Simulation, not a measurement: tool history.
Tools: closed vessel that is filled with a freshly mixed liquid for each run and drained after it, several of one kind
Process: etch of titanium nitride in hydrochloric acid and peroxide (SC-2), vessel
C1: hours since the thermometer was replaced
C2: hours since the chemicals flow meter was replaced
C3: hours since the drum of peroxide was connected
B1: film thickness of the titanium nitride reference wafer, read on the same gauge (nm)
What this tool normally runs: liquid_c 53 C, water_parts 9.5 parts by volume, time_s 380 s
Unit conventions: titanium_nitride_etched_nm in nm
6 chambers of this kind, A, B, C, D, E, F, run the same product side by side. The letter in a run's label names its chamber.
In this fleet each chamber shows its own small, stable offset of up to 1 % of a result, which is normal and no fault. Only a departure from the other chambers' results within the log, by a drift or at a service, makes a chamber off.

{"hour": 1.8, "done": "chamber B: new drum of peroxide connected"}
{"run": "1B", "hour": 2.7, "liquid_c": 53, "water_parts": 9.5, "time_s": 380, "C1": 489.0, "C2": 470.8, "C3": 1.0, "B1": 90.024, "titanium_nitride_etched_nm": 17.153}
{"hour": 3.6, "done": "chamber B: chemicals flow meter replaced"}
{"run": "2E", "hour": 6.1, "liquid_c": 53, "water_parts": 9.5, "time_s": 380, "C1": 1256.5, "C2": 599.0, "C3": 897.2, "B1": 90.005, "titanium_nitride_etched_nm": 17.248}
{"run": "3A", "hour": 8.8, "liquid_c": 53, "water_parts": 9.5, "time_s": 380, "C1": 1782.5, "C2": 473.6, "C3": 862.4, "B1": 90.019, "titanium_nitride_etched_nm": 17.408}
{"run": "4D", "hour": 11.6, "liquid_c": 53, "water_parts": 9.5, "time_s": 380, "C1": 846.7, "C2": 190.7, "C3": 657.9, "B1": 90.014, "titanium_nitride_etched_nm": 17.26}
{"run": "5F", "hour": 14.4, "liquid_c": 53, "water_parts": 9.5, "time_s": 515, "C1": 626.9, "C2": 1755.8, "C3": 689.5, "B1": 89.984, "titanium_nitride_etched_nm": 23.571}
{"run": "6C", "hour": 18.5, "liquid_c": 53, "water_parts": 9.5, "time_s": 515, "C1": 579.3, "C2": 248.6, "C3": 743.5, "B1": 89.994, "titanium_nitride_etched_nm": 23.302}
{"run": "7E", "hour": 23.4, "liquid_c": 53, "water_parts": 9.5, "time_s": 515, "C1": 1273.8, "C2": 616.3, "C3": 914.5, "B1": 89.997, "titanium_nitride_etched_nm": 23.39}
{"run": "8A", "hour": 26.6, "liquid_c": 53, "water_parts": 9.5, "time_s": 515, "C1": 1800.3, "C2": 491.4, "C3": 880.2, "B1": 90.011, "titanium_nitride_etched_nm": 23.814}
{"run": "9D", "hour": 31.9, "liquid_c": 53, "water_parts": 9.5, "time_s": 515, "C1": 867.0, "C2": 211.0, "C3": 678.2, "B1": 90.005, "titanium_nitride_etched_nm": 23.426}
{"run": "10C", "hour": 36.2, "liquid_c": 53, "water_parts": 9.5, "time_s": 515, "C1": 597.0, "C2": 266.3, "C3": 761.2, "B1": 89.992, "titanium_nitride_etched_nm": 23.179}
{"run": "11F", "hour": 40.2, "liquid_c": 53, "water_parts": 9.5, "time_s": 380, "C1": 652.7, "C2": 1781.6, "C3": 715.3, "B1": 90.001, "titanium_nitride_etched_nm": 17.427}
{"run": "12B", "hour": 44.7, "liquid_c": 47, "water_parts": 9.5, "time_s": 555, "C1": 531.0, "C2": 41.1, "C3": 43.0, "B1": 89.99, "titanium_nitride_etched_nm": 16.928}
{"run": "13E", "hour": 47.3, "liquid_c": 47, "water_parts": 9.5, "time_s": 555, "C1": 1297.7, "C2": 640.2, "C3": 938.4, "B1": 90.0, "titanium_nitride_etched_nm": 16.841}
{"run": "14A", "hour": 52.2, "liquid_c": 47, "water_parts": 9.5, "time_s": 555, "C1": 1825.9, "C2": 517.0, "C3": 905.8, "B1": 89.986, "titanium_nitride_etched_nm": 17.091}
{"run": "15C", "hour": 55.6, "liquid_c": 47, "water_parts": 9.5, "time_s": 555, "C1": 616.4, "C2": 285.7, "C3": 780.6, "B1": 90.026, "titanium_nitride_etched_nm": 16.845}
{"run": "16B", "hour": 59.8, "liquid_c": 47, "water_parts": 9.5, "time_s": 555, "C1": 546.1, "C2": 56.2, "C3": 58.1, "B1": 89.976, "titanium_nitride_etched_nm": 16.975}
{"run": "17D", "hour": 62.4, "liquid_c": 47, "water_parts": 9.5, "time_s": 555, "C1": 897.5, "C2": 241.5, "C3": 708.7, "B1": 89.984, "titanium_nitride_etched_nm": 16.995}
{"run": "18F", "hour": 64.7, "liquid_c": 53, "water_parts": 9.5, "time_s": 380, "C1": 677.2, "C2": 1806.1, "C3": 739.8, "B1": 89.991, "titanium_nitride_etched_nm": 17.307}
{"run": "19E", "hour": 68.1, "liquid_c": 53, "water_parts": 9.5, "time_s": 380, "C1": 1318.5, "C2": 661.0, "C3": 959.2, "B1": 90.001, "titanium_nitride_etched_nm": 17.232}
{"run": "20C", "hour": 71.2, "liquid_c": 53, "water_parts": 9.5, "time_s": 380, "C1": 632.0, "C2": 301.3, "C3": 796.2, "B1": 90.001, "titanium_nitride_etched_nm": 17.089}
{"run": "21F", "hour": 73.7, "liquid_c": 53, "water_parts": 9.5, "time_s": 380, "C1": 686.2, "C2": 1815.1, "C3": 748.8, "B1": 89.997, "titanium_nitride_etched_nm": 17.396}
{"hour": 75.9, "done": "chamber C: thermometer replaced"}
{"hour": 76.1, "done": "chamber B: thermometer replaced"}
{"run": "22B", "hour": 76.9, "liquid_c": 53, "water_parts": 9.5, "time_s": 380, "C1": 0.9, "C2": 73.3, "C3": 75.2, "B1": 90.018, "titanium_nitride_etched_nm": 17.381}
{"run": "23D", "hour": 79.4, "liquid_c": 53, "water_parts": 9.5, "time_s": 380, "C1": 914.5, "C2": 258.5, "C3": 725.7, "B1": 90.019, "titanium_nitride_etched_nm": 17.106}
{"run": "24A", "hour": 84.7, "liquid_c": 53, "water_parts": 9.5, "time_s": 380, "C1": 1858.4, "C2": 549.5, "C3": 938.3, "B1": 90.012, "titanium_nitride_etched_nm": 17.58}
{"run": "25F", "hour": 88.2, "liquid_c": 53, "water_parts": 9.5, "time_s": 380, "C1": 700.7, "C2": 1829.6, "C3": 763.3, "B1": 90.0, "titanium_nitride_etched_nm": 17.306}
{"run": "26A", "hour": 92.4, "liquid_c": 53, "water_parts": 9.5, "time_s": 380, "C1": 1866.1, "C2": 557.2, "C3": 946.0, "B1": 89.994, "titanium_nitride_etched_nm": 17.509}
{"run": "27D", "hour": 96.5, "liquid_c": 53, "water_parts": 9.5, "time_s": 380, "C1": 931.6, "C2": 275.6, "C3": 742.8, "B1": 90.011, "titanium_nitride_etched_nm": 17.021}
{"run": "28B", "hour": 100.0, "liquid_c": 53, "water_parts": 9.5, "time_s": 380, "C1": 24.0, "C2": 96.4, "C3": 98.3, "B1": 89.989, "titanium_nitride_etched_nm": 17.227}
{"run": "29C", "hour": 103.8, "liquid_c": 53, "water_parts": 5.5, "time_s": 175, "C1": 28.0, "C2": 333.9, "C3": 828.8, "B1": 89.997, "titanium_nitride_etched_nm": 12.104}
{"run": "30E", "hour": 106.3, "liquid_c": 53, "water_parts": 5.5, "time_s": 175, "C1": 1356.7, "C2": 699.2, "C3": 997.4, "B1": 90.007, "titanium_nitride_etched_nm": 12.208}
{"run": "31B", "hour": 110.2, "liquid_c": 53, "water_parts": 5.5, "time_s": 175, "C1": 34.2, "C2": 106.6, "C3": 108.5, "B1": 90.013, "titanium_nitride_etched_nm": 12.129}
{"run": "32D", "hour": 113.3, "liquid_c": 53, "water_parts": 5.5, "time_s": 175, "C1": 948.4, "C2": 292.4, "C3": 759.6, "B1": 90.006, "titanium_nitride_etched_nm": 11.966}
{"run": "33A", "hour": 117.0, "liquid_c": 53, "water_parts": 5.5, "time_s": 175, "C1": 1890.7, "C2": 581.8, "C3": 970.6, "B1": 90.008, "titanium_nitride_etched_nm": 12.431}
{"run": "34F", "hour": 121.3, "liquid_c": 53, "water_parts": 5.5, "time_s": 175, "C1": 733.8, "C2": 1862.7, "C3": 796.4, "B1": 89.996, "titanium_nitride_etched_nm": 12.362}
{"run": "35C", "hour": 125.8, "liquid_c": 53, "water_parts": 9.5, "time_s": 380, "C1": 50.0, "C2": 355.9, "C3": 850.8, "B1": 89.995, "titanium_nitride_etched_nm": 17.206}
{"run": "36E", "hour": 128.3, "liquid_c": 53, "water_parts": 9.5, "time_s": 380, "C1": 1378.7, "C2": 721.2, "C3": 1019.4, "B1": 89.994, "titanium_nitride_etched_nm": 17.151}
{"run": "37F", "hour": 132.7, "liquid_c": 53, "water_parts": 9.5, "time_s": 380, "C1": 745.2, "C2": 1874.1, "C3": 807.8, "B1": 90.008, "titanium_nitride_etched_nm": 17.284}
{"run": "38E", "hour": 135.4, "liquid_c": 53, "water_parts": 12.0, "time_s": 380, "C1": 1385.8, "C2": 728.3, "C3": 1026.5, "B1": 90.004, "titanium_nitride_etched_nm": 14.15}
{"run": "39B", "hour": 139.6, "liquid_c": 53, "water_parts": 12.0, "time_s": 380, "C1": 63.6, "C2": 136.0, "C3": 137.9, "B1": 89.994, "titanium_nitride_etched_nm": 14.235}
{"run": "40D", "hour": 142.6, "liquid_c": 53, "water_parts": 12.0, "time_s": 380, "C1": 977.7, "C2": 321.7, "C3": 788.9, "B1": 90.017, "titanium_nitride_etched_nm": 13.835}
{"run": "41C", "hour": 147.8, "liquid_c": 53, "water_parts": 12.0, "time_s": 380, "C1": 72.0, "C2": 377.9, "C3": 872.8, "B1": 90.008, "titanium_nitride_etched_nm": 14.126}
{"run": "42A", "hour": 152.5, "liquid_c": 53, "water_parts": 12.0, "time_s": 380, "C1": 1926.2, "C2": 617.3, "C3": 1006.1, "B1": 90.01, "titanium_nitride_etched_nm": 14.409}
{"run": "43C", "hour": 155.1, "liquid_c": 53, "water_parts": 12.0, "time_s": 380, "C1": 79.3, "C2": 385.2, "C3": 880.1, "B1": 90.008, "titanium_nitride_etched_nm": 14.036}
{"run": "44F", "hour": 158.1, "liquid_c": 53, "water_parts": 9.5, "time_s": 380, "C1": 770.6, "C2": 1899.5, "C3": 833.2, "B1": 89.998, "titanium_nitride_etched_nm": 17.371}

Decide between three cases: one chamber stands off from its peers, the gauge reading all wafers drifts, or nothing is wrong past each chamber's small offset. Where a chamber is off, say which and what most likely put it there.

It is chamber D that slowly wanders off from its peers.
Likeliest cause: chemicals flow below the setpoint (%) = 3.85.
It could be hard to tell apart here from: liquid colder than its thermometer reads (K); peroxide weaker than its label (%).

Which of the 4 candidates below, each the usual settings with something changed and its results left as question marks, puts chamber D back in line with what the other chambers give on the usual settings?
A result is in line if it is within this distance of the other chambers' mean on the usual settings: titanium_nitride_etched_nm 0.210 nm
{"run": "45D-1", "hour": 162.0, "liquid_c": 53.5, "water_parts": 9.5, "time_s": 380, "titanium_nitride_etched_nm": "?"}
{"run": "45D-2", "hour": 162.0, "liquid_c": 52.5, "water_parts": 9.5, "time_s": 380, "titanium_nitride_etched_nm": "?"}
{"run": "45D-3", "hour": 162.0, "liquid_c": 53.0, "water_parts": 9.5, "time_s": 360, "titanium_nitride_etched_nm": "?"}
{"run": "45D-4", "hour": 162.0, "liquid_c": 53.0, "water_parts": 9.5, "time_s": 400, "titanium_nitride_etched_nm": "?"}

On the usual settings, the other chambers give on average: titanium_nitride_etched_nm 17.300 nm
run=45D-1 titanium_nitride_etched_nm=17.311
run=45D-2 titanium_nitride_etched_nm=16.236
run=45D-3 titanium_nitride_etched_nm=15.883
run=45D-4 titanium_nitride_etched_nm=17.648
45D-1 brings the chamber back in line.
